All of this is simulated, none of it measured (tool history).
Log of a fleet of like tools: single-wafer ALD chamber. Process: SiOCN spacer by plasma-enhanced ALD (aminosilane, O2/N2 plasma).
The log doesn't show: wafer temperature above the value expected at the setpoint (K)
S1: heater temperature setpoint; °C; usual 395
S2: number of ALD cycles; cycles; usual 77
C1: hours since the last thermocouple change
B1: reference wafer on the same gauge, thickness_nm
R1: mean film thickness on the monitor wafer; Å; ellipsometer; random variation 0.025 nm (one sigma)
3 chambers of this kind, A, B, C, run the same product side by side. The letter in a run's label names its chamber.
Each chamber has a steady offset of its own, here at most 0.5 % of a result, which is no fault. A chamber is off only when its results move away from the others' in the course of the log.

{"run": "1B", "day": 0.55, "S1": 395, "S2": 77, "C1": 2693.9, "B1": 4.7918, "R1": 46.66}
{"run": "2C", "day": 0.862, "S1": 395, "S2": 77, "C1": 1525.6, "B1": 4.7881, "R1": 46.932}
{"run": "3A", "day": 1.5, "S1": 395, "S2": 77, "C1": 527.9, "B1": 4.7855, "R1": 46.551}
{"run": "4B", "day": 1.879, "S1": 395, "S2": 77, "C1": 2725.8, "B1": 4.7853, "R1": 46.938}
{"run": "5A", "day": 2.292, "S1": 408, "S2": 63, "C1": 546.9, "B1": 4.7866, "R1": 36.915}
{"run": "6C", "day": 2.704, "S1": 408, "S2": 63, "C1": 1569.8, "B1": 4.7916, "R1": 37.043}
{"run": "7A", "day": 3.208, "S1": 408, "S2": 63, "C1": 568.9, "B1": 4.7891, "R1": 37.137}
{"run": "8C", "day": 3.679, "S1": 395, "S2": 77, "C1": 1593.2, "B1": 4.7884, "R1": 46.502}
{"run": "9B", "day": 4.192, "S1": 395, "S2": 77, "C1": 2781.3, "B1": 4.7909, "R1": 46.287}
{"run": "10B", "day": 4.867, "S1": 395, "S2": 77, "C1": 2797.5, "B1": 4.7876, "R1": 46.509}
{"run": "11A", "day": 5.325, "S1": 395, "S2": 77, "C1": 619.7, "B1": 4.7873, "R1": 46.542}
{"day": 5.5, "done": "chamber B: thermocouple changed; heater temperature recalibrated"}
{"run": "12C", "day": 5.85, "S1": 395, "S2": 77, "C1": 1645.3, "B1": 4.7901, "R1": 46.778}
{"run": "13C", "day": 6.308, "S1": 395, "S2": 77, "C1": 1656.3, "B1": 4.7923, "R1": 46.554}
{"run": "14B", "day": 6.862, "S1": 395, "S2": 77, "C1": 32.8, "B1": 4.7907, "R1": 46.433}
{"run": "15A", "day": 7.512, "S1": 395, "S2": 77, "C1": 672.2, "B1": 4.7932, "R1": 46.191}
{"run": "16B", "day": 8.067, "S1": 395, "S2": 77, "C1": 61.7, "B1": 4.7965, "R1": 46.737}
{"run": "17A", "day": 8.412, "S1": 395, "S2": 77, "C1": 693.8, "B1": 4.7936, "R1": 46.568}
{"run": "18C", "day": 8.954, "S1": 395, "S2": 77, "C1": 1719.8, "B1": 4.7899, "R1": 46.507}
{"run": "19B", "day": 9.383, "S1": 395, "S2": 77, "C1": 93.3, "B1": 4.79, "R1": 46.431}
{"run": "20A", "day": 9.892, "S1": 395, "S2": 77, "C1": 729.3, "B1": 4.7986, "R1": 46.434}
{"run": "21C", "day": 10.504, "S1": 395, "S2": 77, "C1": 1757.0, "B1": 4.7872, "R1": 46.523}
{"run": "22C", "day": 10.888, "S1": 395, "S2": 77, "C1": 1766.2, "B1": 4.7878, "R1": 46.717}
{"run": "23A", "day": 11.5, "S1": 382, "S2": 77, "C1": 767.9, "B1": 4.7847, "R1": 46.41}
{"run": "24B", "day": 11.95, "S1": 382, "S2": 77, "C1": 154.9, "B1": 4.7915, "R1": 46.272}
{"run": "25B", "day": 12.35, "S1": 382, "S2": 77, "C1": 164.5, "B1": 4.7865, "R1": 46.251}
{"run": "26C", "day": 12.779, "S1": 395, "S2": 77, "C1": 1811.6, "B1": 4.7925, "R1": 46.68}
{"run": "27A", "day": 13.129, "S1": 395, "S2": 77, "C1": 807.0, "B1": 4.7921, "R1": 46.442}
{"run": "28A", "day": 13.529, "S1": 409, "S2": 82, "C1": 816.6, "B1": 4.7899, "R1": 48.394}

What goes on in this fleet: one chamber off, a drifting gauge, or nothing beyond the chambers' own small offsets? Name the chamber and the cause, if any.

No chamber stands off beyond its own small offset, and the gauge holds steady.
